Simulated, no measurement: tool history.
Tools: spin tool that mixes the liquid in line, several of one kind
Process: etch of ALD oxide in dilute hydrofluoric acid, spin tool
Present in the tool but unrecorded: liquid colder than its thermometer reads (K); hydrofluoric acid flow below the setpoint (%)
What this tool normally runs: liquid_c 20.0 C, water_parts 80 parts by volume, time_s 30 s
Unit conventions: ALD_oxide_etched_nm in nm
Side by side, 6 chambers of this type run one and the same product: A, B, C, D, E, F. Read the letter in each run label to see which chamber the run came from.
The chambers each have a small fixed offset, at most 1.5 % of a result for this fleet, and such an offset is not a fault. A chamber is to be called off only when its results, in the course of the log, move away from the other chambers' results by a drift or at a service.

run   hour  liquid_c  water_parts  time_s  hours since the thermometer was replaced  hours since the hydrofluoric acid flow meter was replaced  read-back film thickness of the ALD oxide reference wafer, read on the same gauge (nm)  ALD_oxide_etched_nm
 1A    6.9      20.0           80      30                                    1031.8                                                     1082.9                                                                                  50.015               5.0733
 2D   13.5      20.0           80      30                                    1495.3                                                      127.7                                                                                  49.997               5.0041
 3F   21.6      20.0           80      30                                     613.1                                                      471.5                                                                                  50.035               5.0321
 4B   28.8      20.0           80      30                                     380.1                                                      384.4                                                                                  49.998               5.0040
      36.3  -- chamber B: hydrofluoric acid flow meter replaced
 5C   36.7      20.0           80      30                                     756.2                                                      877.5                                                                                  49.987               4.9861
 6E   43.7      20.0           80      30                                     811.0                                                     1517.1                                                                                  49.993               4.9737
 7A   51.7      24.5           80      30                                    1076.6                                                     1127.7                                                                                  50.002               6.0813
 8D   57.7      24.5           80      30                                    1539.5                                                      171.9                                                                                  49.974               6.0392
 9E   62.9      24.5           80      30                                     830.2                                                     1536.3                                                                                  50.005               5.9573
10B   66.7      24.5           80      30                                     418.0                                                       30.5                                                                                  49.995               6.0260
11F   71.7      24.5           80      30                                     663.2                                                      521.6                                                                                  49.983               6.0085
12C   80.1      24.5           80      30                                     799.6                                                      920.9                                                                                  49.989               5.8847
13B   88.1      20.0           80      30                                     439.4                                                       51.9                                                                                  50.004               5.0571
14C   93.6      20.0           80      30                                     813.1                                                      934.4                                                                                  50.000               4.9517
15D   99.0      20.0           80      30                                    1580.8                                                      213.2                                                                                  50.027               5.0771
16E  105.6      17.0          100      30                                     872.9                                                     1579.0                                                                                  50.028               3.4078
17F  112.7      17.0          100      30                                     704.2                                                      562.6                                                                                  50.059               3.4741
18A  117.5      17.0          100      30                                    1142.4                                                     1193.5                                                                                  49.999               3.4612
19C  122.4      17.0          100      30                                     841.9                                                      963.2                                                                                  50.029               3.4166
20F  129.2      17.0          100      30                                     720.7                                                      579.1                                                                                  49.991               3.4794
21B  133.4      17.0          100      30                                     484.7                                                       97.2                                                                                  49.995               3.4544
22A  137.9      20.0           55      30                                    1162.8                                                     1213.9                                                                                  50.016               7.3352
23D  144.0      20.0           55      30                                    1625.8                                                      258.2                                                                                  50.002               7.5582
24E  148.9      20.0           55      30                                     916.2                                                     1622.3                                                                                  49.986               7.3467
25E  157.5      20.0           55      30                                     924.8                                                     1630.9                                                                                  49.982               7.3122
26D  163.9      20.0           55      30                                    1645.7                                                      278.1                                                                                  49.987               7.6521
27B  168.5      20.0           55      30                                     519.8                                                      132.3                                                                                  50.026               7.5572
28C  176.8      20.0           80      30                                     896.3                                                     1017.6                                                                                  50.011               4.9349
29A  182.5      20.0           80      30                                    1207.4                                                     1258.5                                                                                  49.993               4.9526
30F  186.5      20.0           80      30                                     778.0                                                      636.4                                                                                  50.013               5.0886
31A  194.8      20.0           80      30                                    1219.7                                                     1270.8                                                                                  49.992               4.8926
32B  202.1      20.0           80      30                                     553.4                                                      165.9                                                                                  50.001               5.0187
33E  207.2      20.0           80      30                                     974.5                                                     1680.6                                                                                  49.978               4.9787
34F  215.2      20.0           80      30                                     806.7                                                      665.1                                                                                  50.010               5.0368
35C  222.7      20.0           80      30                                     942.2                                                     1063.5                                                                                  50.023               5.0339
36D  227.0      20.0           80      30                                    1708.8                                                      341.2                                                                                  49.988               5.0657
37D  233.8      20.0           80      30                                    1715.6                                                      348.0                                                                                  49.987               5.0607
38F  241.7      20.0           80      30                                     833.2                                                      691.6                                                                                  49.998               5.0081
39B  246.1      20.0           80      30                                     597.4                                                      209.9                                                                                  49.995               5.0238
40A  253.8      20.0           80      30                                    1278.7                                                     1329.8                                                                                  49.987               4.8341
41E  259.2      20.0           80      30                                    1026.5                                                     1732.6                                                                                  50.037               4.9242
42C  264.7      20.0           80      30                                     984.2                                                     1105.5                                                                                  49.989               4.9686
43E  268.6      20.0           80      30                                    1035.9                                                     1742.0                                                                                  49.986               5.0110
44B  276.3      20.0           80      30                                     627.6                                                      240.1                                                                                  50.012               5.0221

Which is it: a chamber that has drifted or been left off by a service, a gauge drift common to all chambers, or only each chamber's usual small offset? If a chamber is off, name it and its likeliest cause.

One chamber, A, drifts off from the rest bit by bit.
Likeliest cause: hydrofluoric acid flow below the setpoint (%) = 4.34.
It could be hard to tell apart here from: liquid colder than its thermometer reads (K).

Which of the 4 candidates below, each the usual settings with something changed and its results left as question marks, puts chamber A back in line with what the other chambers give on the usual settings?
In-line tolerance around the mean of the other chambers on the usual settings: ALD_oxide_etched_nm 0.1100 nm
45A-1  282.6      19.5           85      30                                                                                                                                                                                                                 ?
45A-2  282.6      21.0           80      30                                                                                                                                                                                                                 ?
45A-3  282.6      19.0           80      30                                                                                                                                                                                                                 ?
45A-4  282.6      22.0           80      30                                                                                                                                                                                                                 ?

Other chambers, usual settings, mean: ALD_oxide_etched_nm 5.0023 nm
  run  ALD_oxide_etched_nm
45A-1               4.3879
45A-2               4.9899
45A-3               4.5864
45A-4               5.2029
45A-2 is the one that brings the chamber's results back in line with the other chambers.
